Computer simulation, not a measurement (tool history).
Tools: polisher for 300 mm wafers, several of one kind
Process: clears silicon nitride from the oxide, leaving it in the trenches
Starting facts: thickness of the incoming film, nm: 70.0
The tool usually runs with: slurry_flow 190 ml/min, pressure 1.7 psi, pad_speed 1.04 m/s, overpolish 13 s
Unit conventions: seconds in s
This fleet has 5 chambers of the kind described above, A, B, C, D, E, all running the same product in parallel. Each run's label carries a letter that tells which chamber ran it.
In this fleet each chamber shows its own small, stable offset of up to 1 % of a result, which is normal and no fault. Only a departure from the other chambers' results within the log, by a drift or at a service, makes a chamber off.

{"run": "1C", "hour": 10.7, "slurry_flow": 190, "pressure": 1.7, "pad_speed": 1.04, "overpolish": 13, "seconds": 127.79}
{"run": "2B", "hour": 15.5, "slurry_flow": 190, "pressure": 1.7, "pad_speed": 1.04, "overpolish": 13, "seconds": 132.13}
{"run": "3E", "hour": 25.4, "slurry_flow": 190, "pressure": 1.7, "pad_speed": 1.04, "overpolish": 13, "seconds": 127.94}
{"run": "4D", "hour": 31.9, "slurry_flow": 190, "pressure": 1.7, "pad_speed": 1.04, "overpolish": 13, "seconds": 129.73}
{"run": "5A", "hour": 41.3, "slurry_flow": 190, "pressure": 1.7, "pad_speed": 1.04, "overpolish": 13, "seconds": 129.23}
{"hour": 48.6, "done": "chamber D: worn pad replaced by a new one"}
{"run": "6C", "hour": 49.8, "slurry_flow": 190, "pressure": 1.7, "pad_speed": 1.04, "overpolish": 13, "seconds": 128.82}
{"hour": 50.6, "done": "chamber B: head pressure recalibrated"}
{"run": "7E", "hour": 58.5, "slurry_flow": 190, "pressure": 1.7, "pad_speed": 1.04, "overpolish": 13, "seconds": 126.13}
{"run": "8A", "hour": 63.9, "slurry_flow": 190, "pressure": 1.7, "pad_speed": 1.04, "overpolish": 13, "seconds": 124.59}
{"run": "9B", "hour": 74.1, "slurry_flow": 190, "pressure": 1.7, "pad_speed": 1.04, "overpolish": 13, "seconds": 126.91}
{"hour": 76.7, "done": "chamber A: worn pad replaced by a new one"}
{"run": "10D", "hour": 82.6, "slurry_flow": 190, "pressure": 1.7, "pad_speed": 1.04, "overpolish": 13, "seconds": 126.8}
{"run": "11E", "hour": 87.6, "slurry_flow": 190, "pressure": 1.7, "pad_speed": 1.04, "overpolish": 13, "seconds": 129.13}
{"run": "12C", "hour": 94.1, "slurry_flow": 190, "pressure": 1.7, "pad_speed": 1.04, "overpolish": 13, "seconds": 129.74}
{"hour": 98.5, "done": "chamber B: worn pad replaced by a new one"}
{"run": "13B", "hour": 100.0, "slurry_flow": 190, "pressure": 1.7, "pad_speed": 1.04, "overpolish": 13, "seconds": 130.1}
{"hour": 101.5, "done": "chamber E: head pressure recalibrated"}
{"run": "14D", "hour": 107.9, "slurry_flow": 190, "pressure": 1.7, "pad_speed": 1.04, "overpolish": 13, "seconds": 131.5}
{"run": "15A", "hour": 117.5, "slurry_flow": 190, "pressure": 1.7, "pad_speed": 1.04, "overpolish": 13, "seconds": 129.35}
{"run": "16E", "hour": 122.5, "slurry_flow": 190, "pressure": 1.1, "pad_speed": 1.04, "overpolish": 19, "seconds": 205.07}
{"run": "17C", "hour": 127.4, "slurry_flow": 190, "pressure": 1.1, "pad_speed": 1.04, "overpolish": 19, "seconds": 202.76}
{"run": "18B", "hour": 135.4, "slurry_flow": 190, "pressure": 1.1, "pad_speed": 1.04, "overpolish": 19, "seconds": 199.81}
{"run": "19A", "hour": 141.0, "slurry_flow": 190, "pressure": 1.1, "pad_speed": 1.04, "overpolish": 19, "seconds": 198.04}
{"hour": 146.2, "done": "chamber C: worn pad replaced by a new one"}
{"run": "20D", "hour": 148.4, "slurry_flow": 190, "pressure": 1.1, "pad_speed": 1.04, "overpolish": 19, "seconds": 203.28}
{"hour": 155.5, "done": "chamber D: slurry nozzle cleaned"}
{"run": "21E", "hour": 157.4, "slurry_flow": 190, "pressure": 1.7, "pad_speed": 1.04, "overpolish": 13, "seconds": 128.98}
{"hour": 159.0, "done": "chamber D: head pressure recalibrated"}
{"hour": 159.6, "done": "chamber D: worn pad replaced by a new one"}
{"hour": 162.8, "done": "chamber E: worn pad replaced by a new one"}
{"run": "22B", "hour": 164.1, "slurry_flow": 190, "pressure": 1.7, "pad_speed": 1.04, "overpolish": 13, "seconds": 129.94}
{"run": "23C", "hour": 169.7, "slurry_flow": 190, "pressure": 1.7, "pad_speed": 1.04, "overpolish": 13, "seconds": 128.31}
{"run": "24D", "hour": 176.0, "slurry_flow": 145, "pressure": 1.7, "pad_speed": 1.04, "overpolish": 13, "seconds": 135.67}
{"run": "25A", "hour": 181.8, "slurry_flow": 145, "pressure": 1.7, "pad_speed": 1.04, "overpolish": 13, "seconds": 133.23}
{"hour": 182.6, "done": "chamber C: head pressure recalibrated"}
{"run": "26E", "hour": 187.2, "slurry_flow": 145, "pressure": 1.7, "pad_speed": 1.04, "overpolish": 13, "seconds": 134.96}
{"run": "27B", "hour": 193.8, "slurry_flow": 145, "pressure": 1.7, "pad_speed": 1.04, "overpolish": 13, "seconds": 135.72}
{"run": "28C", "hour": 204.1, "slurry_flow": 145, "pressure": 1.7, "pad_speed": 1.04, "overpolish": 13, "seconds": 133.1}
{"hour": 209.3, "done": "chamber B: worn pad replaced by a new one"}
{"run": "29D", "hour": 209.3, "slurry_flow": 190, "pressure": 1.7, "pad_speed": 1.04, "overpolish": 13, "seconds": 129.27}
{"run": "30A", "hour": 214.8, "slurry_flow": 190, "pressure": 1.7, "pad_speed": 1.04, "overpolish": 13, "seconds": 128.59}
{"run": "31C", "hour": 223.8, "slurry_flow": 190, "pressure": 1.7, "pad_speed": 1.04, "overpolish": 13, "seconds": 129.7}
{"run": "32E", "hour": 229.2, "slurry_flow": 190, "pressure": 1.7, "pad_speed": 1.04, "overpolish": 13, "seconds": 125.95}
{"hour": 231.3, "done": "chamber A: worn pad replaced by a new one"}
{"run": "33A", "hour": 234.8, "slurry_flow": 190, "pressure": 1.7, "pad_speed": 1.04, "overpolish": 13, "seconds": 127.66}
{"run": "34D", "hour": 242.1, "slurry_flow": 190, "pressure": 1.7, "pad_speed": 1.04, "overpolish": 13, "seconds": 129.82}
{"run": "35B", "hour": 252.0, "slurry_flow": 190, "pressure": 1.7, "pad_speed": 1.04, "overpolish": 13, "seconds": 131.67}
{"run": "36B", "hour": 262.8, "slurry_flow": 190, "pressure": 1.7, "pad_speed": 1.04, "overpolish": 13, "seconds": 131.21}
{"run": "37D", "hour": 268.2, "slurry_flow": 190, "pressure": 1.7, "pad_speed": 1.04, "overpolish": 13, "seconds": 126.21}
{"hour": 272.1, "done": "chamber A: slurry nozzle cleaned"}
{"run": "38E", "hour": 278.3, "slurry_flow": 190, "pressure": 1.7, "pad_speed": 1.04, "overpolish": 13, "seconds": 129.16}
{"run": "39A", "hour": 288.3, "slurry_flow": 190, "pressure": 1.7, "pad_speed": 1.04, "overpolish": 13, "seconds": 130.63}
{"hour": 291.1, "done": "chamber D: worn pad replaced by a new one"}
{"run": "40C", "hour": 295.0, "slurry_flow": 190, "pressure": 1.7, "pad_speed": 1.04, "overpolish": 13, "seconds": 129.63}
{"run": "41C", "hour": 301.1, "slurry_flow": 190, "pressure": 1.7, "pad_speed": 1.04, "overpolish": 13, "seconds": 128.49}
{"run": "42D", "hour": 306.1, "slurry_flow": 190, "pressure": 1.7, "pad_speed": 1.04, "overpolish": 13, "seconds": 129.14}

Next, every chamber runs the same settings. What will each give?
{"run": "43A", "hour": 313.9, "slurry_flow": 190, "pressure": 1.2, "pad_speed": 1.04, "overpolish": 13, "seconds": "?"}
{"run": "43B", "hour": 313.9, "slurry_flow": 190, "pressure": 1.2, "pad_speed": 1.04, "overpolish": 13, "seconds": "?"}
{"run": "43C", "hour": 313.9, "slurry_flow": 190, "pressure": 1.2, "pad_speed": 1.04, "overpolish": 13, "seconds": "?"}
{"run": "43D", "hour": 313.9, "slurry_flow": 190, "pressure": 1.2, "pad_speed": 1.04, "overpolish": 13, "seconds": "?"}
{"run": "43E", "hour": 313.9, "slurry_flow": 190, "pressure": 1.2, "pad_speed": 1.04, "overpolish": 13, "seconds": "?"}

run=43A seconds=186.04
run=43B seconds=186.77
run=43C seconds=183.2
run=43D seconds=182.04
run=43E seconds=181.56
